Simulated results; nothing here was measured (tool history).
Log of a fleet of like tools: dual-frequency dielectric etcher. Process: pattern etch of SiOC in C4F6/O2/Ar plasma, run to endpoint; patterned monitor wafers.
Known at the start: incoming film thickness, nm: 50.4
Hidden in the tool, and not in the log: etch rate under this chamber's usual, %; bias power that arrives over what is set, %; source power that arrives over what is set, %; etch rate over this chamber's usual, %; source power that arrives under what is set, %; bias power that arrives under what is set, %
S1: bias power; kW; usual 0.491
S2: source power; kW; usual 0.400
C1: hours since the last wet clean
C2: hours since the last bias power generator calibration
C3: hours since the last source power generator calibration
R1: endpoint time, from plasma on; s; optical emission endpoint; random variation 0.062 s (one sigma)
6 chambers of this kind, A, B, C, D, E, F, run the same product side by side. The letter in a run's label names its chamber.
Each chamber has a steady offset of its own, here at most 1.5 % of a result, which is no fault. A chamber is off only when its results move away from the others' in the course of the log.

run	hour	S1	S2	C1	C2	C3	R1
1A	16.3	0.491	0.400	133.5	2199.1	1984.6	17.024
2E	28.9	0.491	0.400	60.1	78.3	1931.4	16.856
3C	39.7	0.491	0.400	357.4	44.8	1063.9	17.136
4B	55.9	0.491	0.400	426.2	956.9	3483.0	16.967
# hour 61.9: chamber B: wet clean of the chamber
5D	68.1	0.491	0.400	339.5	1742.9	3326.6	17.050
# hour 69.7: chamber F: wet clean of the chamber
6F	79.5	0.491	0.400	9.8	1086.3	1425.7	17.173
# hour 81.0: chamber D: source power generator calibrated
7C	92.5	0.491	0.400	410.2	97.6	1116.7	17.087
8F	105.7	0.491	0.400	36.0	1112.5	1451.9	17.217
9D	119.4	0.491	0.400	390.8	1794.2	38.4	17.110
10A	133.8	0.491	0.400	251.0	2316.6	2102.1	17.022
11B	148.0	0.491	0.400	86.1	1049.0	3575.1	16.921
12E	156.9	0.491	0.400	188.1	206.3	2059.4	16.878
13D	166.9	0.491	0.400	438.3	1841.7	85.9	17.277
14F	175.1	0.491	0.400	105.4	1181.9	1521.3	17.283
15A	189.7	0.491	0.400	306.9	2372.5	2158.0	17.053
16B	203.6	0.491	0.400	141.7	1104.6	3630.7	16.932
17C	216.1	0.491	0.400	533.8	221.2	1240.3	16.949
18E	232.7	0.491	0.400	263.9	282.1	2135.2	16.869
19C	244.1	0.491	0.400	561.8	249.2	1268.3	16.893
20F	255.3	0.491	0.400	185.6	1262.1	1601.5	17.329
21B	266.8	0.491	0.400	204.9	1167.8	3693.9	17.064
# hour 269.9: chamber D: wet clean of the chamber
22D	274.9	0.491	0.400	5.0	1949.7	193.9	17.077
23A	282.5	0.439	0.480	399.7	2465.3	2250.8	16.572
24E	290.5	0.439	0.480	321.7	339.9	2193.0	16.350
25F	306.5	0.439	0.480	236.8	1313.3	1652.7	16.836
26A	320.1	0.439	0.480	437.3	2502.9	2288.4	16.516
27B	335.9	0.439	0.480	274.0	1236.9	3763.0	16.557
28C	346.6	0.439	0.480	664.3	351.7	1370.8	16.185
29E	361.8	0.491	0.400	393.0	411.2	2264.3	16.785
30D	369.2	0.491	0.400	99.3	2044.0	288.2	17.160
31B	383.1	0.491	0.400	321.2	1284.1	3810.2	16.967
# hour 390.0: chamber A: wet clean of the chamber
32F	393.5	0.491	0.450	323.8	1400.3	1739.7	16.546
33D	406.0	0.491	0.450	136.1	2080.8	325.0	16.315
34A	413.8	0.491	0.450	23.8	2596.6	2382.1	16.383
35E	421.6	0.491	0.450	452.8	471.0	2324.1	16.143
36C	430.2	0.491	0.450	747.9	435.3	1454.4	15.764

Is one chamber off against the others, does the gauge drift, or is nothing wrong? If a chamber is off, say which, and what the likeliest cause is.

Chamber C drifts away from the others.
Cause: etch rate over this chamber's usual, % = 4.08.

Here are 4 candidates for chamber C's next run, each the usual settings with a change, their results left as question marks. Which one brings its results back in line with what the others give on the usual settings?
In line means no further than this from the other chambers' mean on the usual settings: R1 0.220 s
37C-1	442.1	0.491	0.360				?
37C-2	442.1	0.516	0.420				?
37C-3	442.1	0.473	0.400				?
37C-4	442.1	0.500	0.410				?

The other chambers' mean on the usual settings: R1 17.041 s
run	R1
37C-1	17.096
37C-2	15.869
37C-3	16.682
37C-4	16.197
37C-1 brings the chamber back in line.
